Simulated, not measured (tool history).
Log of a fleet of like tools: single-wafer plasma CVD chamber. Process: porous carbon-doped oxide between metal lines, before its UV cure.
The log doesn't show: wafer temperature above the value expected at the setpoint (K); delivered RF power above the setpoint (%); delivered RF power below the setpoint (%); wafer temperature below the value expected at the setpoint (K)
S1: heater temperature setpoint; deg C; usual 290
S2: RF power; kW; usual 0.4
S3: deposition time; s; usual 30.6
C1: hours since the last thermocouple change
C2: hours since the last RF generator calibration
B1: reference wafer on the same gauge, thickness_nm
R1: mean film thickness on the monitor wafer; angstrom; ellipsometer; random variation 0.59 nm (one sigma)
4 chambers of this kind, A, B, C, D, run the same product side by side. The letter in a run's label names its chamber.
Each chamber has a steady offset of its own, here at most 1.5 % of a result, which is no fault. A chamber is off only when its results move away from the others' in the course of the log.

{"run": "1C", "hour": 7.4, "S1": 290, "S2": 0.4, "S3": 30.6, "C1": 83.4, "C2": 603.8, "B1": 157.98, "R1": 1478.9}
{"run": "2D", "hour": 16.5, "S1": 290, "S2": 0.4, "S3": 30.6, "C1": 107.8, "C2": 1314.4, "B1": 158.06, "R1": 1461.9}
{"run": "3A", "hour": 29.2, "S1": 290, "S2": 0.4, "S3": 30.6, "C1": 590.1, "C2": 957.4, "B1": 157.86, "R1": 1497.3}
{"run": "4B", "hour": 39.7, "S1": 290, "S2": 0.4, "S3": 30.6, "C1": 1251.4, "C2": 1388.5, "B1": 158.03, "R1": 1483.5}
{"run": "5D", "hour": 50.2, "S1": 290, "S2": 0.4, "S3": 30.6, "C1": 141.5, "C2": 1348.1, "B1": 158.17, "R1": 1471.8}
{"run": "6C", "hour": 58.6, "S1": 290, "S2": 0.4, "S3": 30.6, "C1": 134.6, "C2": 655, "B1": 157.94, "R1": 1492.2}
{"run": "7A", "hour": 69.5, "S1": 290, "S2": 0.4, "S3": 30.6, "C1": 630.4, "C2": 997.7, "B1": 157.96, "R1": 1492.4}
{"run": "8B", "hour": 83.2, "S1": 290, "S2": 0.4, "S3": 30.6, "C1": 1294.9, "C2": 1432, "B1": 157.9, "R1": 1474.9}
{"run": "9B", "hour": 94.1, "S1": 278, "S2": 0.4, "S3": 33.4, "C1": 1305.8, "C2": 1442.9, "B1": 158.2, "R1": 1736.2}
{"run": "10A", "hour": 107.0, "S1": 278, "S2": 0.4, "S3": 33.4, "C1": 667.9, "C2": 1035.2, "B1": 157.96, "R1": 1748.3}
{"run": "11C", "hour": 121.4, "S1": 278, "S2": 0.4, "S3": 33.4, "C1": 197.4, "C2": 717.8, "B1": 158, "R1": 1743.3}
{"run": "12D", "hour": 133.4, "S1": 278, "S2": 0.4, "S3": 33.4, "C1": 224.7, "C2": 1431.3, "B1": 157.98, "R1": 1717.3}
{"run": "13A", "hour": 142.7, "S1": 290, "S2": 0.4, "S3": 30.6, "C1": 703.6, "C2": 1070.9, "B1": 157.93, "R1": 1496.4}
{"hour": 154.6, "done": "chamber B: thermocouple changed; heater temperature recalibrated"}
{"run": "14C", "hour": 155.2, "S1": 290, "S2": 0.47, "S3": 30.6, "C1": 231.2, "C2": 751.6, "B1": 158.1, "R1": 1688.8}
{"run": "15B", "hour": 169.0, "S1": 290, "S2": 0.47, "S3": 30.6, "C1": 14.5, "C2": 1517.8, "B1": 158, "R1": 1673.7}
{"run": "16D", "hour": 182.7, "S1": 290, "S2": 0.47, "S3": 30.6, "C1": 274, "C2": 1480.6, "B1": 157.97, "R1": 1663.6}
{"run": "17C", "hour": 193.8, "S1": 290, "S2": 0.47, "S3": 30.6, "C1": 269.8, "C2": 790.2, "B1": 157.83, "R1": 1666.6}
{"run": "18A", "hour": 207.0, "S1": 290, "S2": 0.4, "S3": 30.6, "C1": 767.9, "C2": 1135.2, "B1": 158.11, "R1": 1496.7}
{"run": "19D", "hour": 217.5, "S1": 290, "S2": 0.4, "S3": 30.6, "C1": 308.8, "C2": 1515.4, "B1": 158.05, "R1": 1465.4}
{"run": "20B", "hour": 225.0, "S1": 290, "S2": 0.4, "S3": 30.6, "C1": 70.5, "C2": 1573.8, "B1": 158.06, "R1": 1464.8}
{"run": "21A", "hour": 233.7, "S1": 290, "S2": 0.4, "S3": 30.6, "C1": 794.6, "C2": 1161.9, "B1": 158.03, "R1": 1494}
{"run": "22C", "hour": 241.1, "S1": 290, "S2": 0.4, "S3": 30.6, "C1": 317.1, "C2": 837.5, "B1": 157.97, "R1": 1481.3}
{"run": "23D", "hour": 253.8, "S1": 290, "S2": 0.4, "S3": 30.6, "C1": 345.1, "C2": 1551.7, "B1": 157.99, "R1": 1473}
{"run": "24B", "hour": 263.5, "S1": 290, "S2": 0.4, "S3": 30.6, "C1": 109, "C2": 1612.3, "B1": 158.04, "R1": 1459.9}
{"run": "25C", "hour": 273.5, "S1": 290, "S2": 0.4, "S3": 30.6, "C1": 349.5, "C2": 869.9, "B1": 158.18, "R1": 1470.7}
{"run": "26A", "hour": 280.0, "S1": 290, "S2": 0.4, "S3": 30.6, "C1": 840.9, "C2": 1208.2, "B1": 157.99, "R1": 1504}
{"run": "27B", "hour": 287.6, "S1": 290, "S2": 0.4, "S3": 30.6, "C1": 133.1, "C2": 1636.4, "B1": 157.96, "R1": 1455.3}
{"run": "28D", "hour": 296.9, "S1": 290, "S2": 0.4, "S3": 30.6, "C1": 388.2, "C2": 1594.8, "B1": 158.1, "R1": 1463.9}
{"run": "29A", "hour": 310.9, "S1": 290, "S2": 0.4, "S3": 30.6, "C1": 871.8, "C2": 1239.1, "B1": 158.16, "R1": 1501.4}
{"run": "30B", "hour": 319.3, "S1": 290, "S2": 0.4, "S3": 30.6, "C1": 164.8, "C2": 1668.1, "B1": 157.99, "R1": 1454}
{"run": "31D", "hour": 330.6, "S1": 290, "S2": 0.4, "S3": 30.6, "C1": 421.9, "C2": 1628.5, "B1": 157.98, "R1": 1464.3}
{"hour": 340.9, "done": "chamber D: RF generator calibrated"}
{"run": "32C", "hour": 341.1, "S1": 290, "S2": 0.4, "S3": 30.6, "C1": 417.1, "C2": 937.5, "B1": 157.91, "R1": 1489.6}
{"run": "33D", "hour": 352.6, "S1": 290, "S2": 0.4, "S3": 30.6, "C1": 443.9, "C2": 11.7, "B1": 158.05, "R1": 1466.9}
{"run": "34A", "hour": 364.9, "S1": 296, "S2": 0.335, "S3": 30.6, "C1": 925.8, "C2": 1293.1, "B1": 157.86, "R1": 1255.5}

What goes on in this fleet: one chamber off, a drifting gauge, or nothing beyond the chambers' own small offsets? Name the chamber and the cause, if any.

Chamber B drifts away from the others.
Cause: delivered RF power below the setpoint (%) = 3.3.

Here are 4 candidates for chamber B's next run, each the usual settings with a change, their results left as question marks. Which one brings its results back in line with what the others give on the usual settings?
In line means no further than this from the other chambers' mean on the usual settings: R1 21 angstrom
{"run": "35B-1", "hour": 375.4, "S1": 290, "S2": 0.41, "S3": 31.6, "R1": "?"}
{"run": "35B-2", "hour": 375.4, "S1": 290, "S2": 0.4, "S3": 29.9, "R1": "?"}
{"run": "35B-3", "hour": 375.4, "S1": 290, "S2": 0.41, "S3": 30.6, "R1": "?"}
{"run": "35B-4", "hour": 375.4, "S1": 290, "S2": 0.375, "S3": 30.6, "R1": "?"}

The other chambers' mean on the usual settings: R1 1482 angstrom
run=35B-1 R1=1519.4
run=35B-2 R1=1412.2
run=35B-3 R1=1472.7
run=35B-4 R1=1370.1
35B-3 brings the chamber back in line.

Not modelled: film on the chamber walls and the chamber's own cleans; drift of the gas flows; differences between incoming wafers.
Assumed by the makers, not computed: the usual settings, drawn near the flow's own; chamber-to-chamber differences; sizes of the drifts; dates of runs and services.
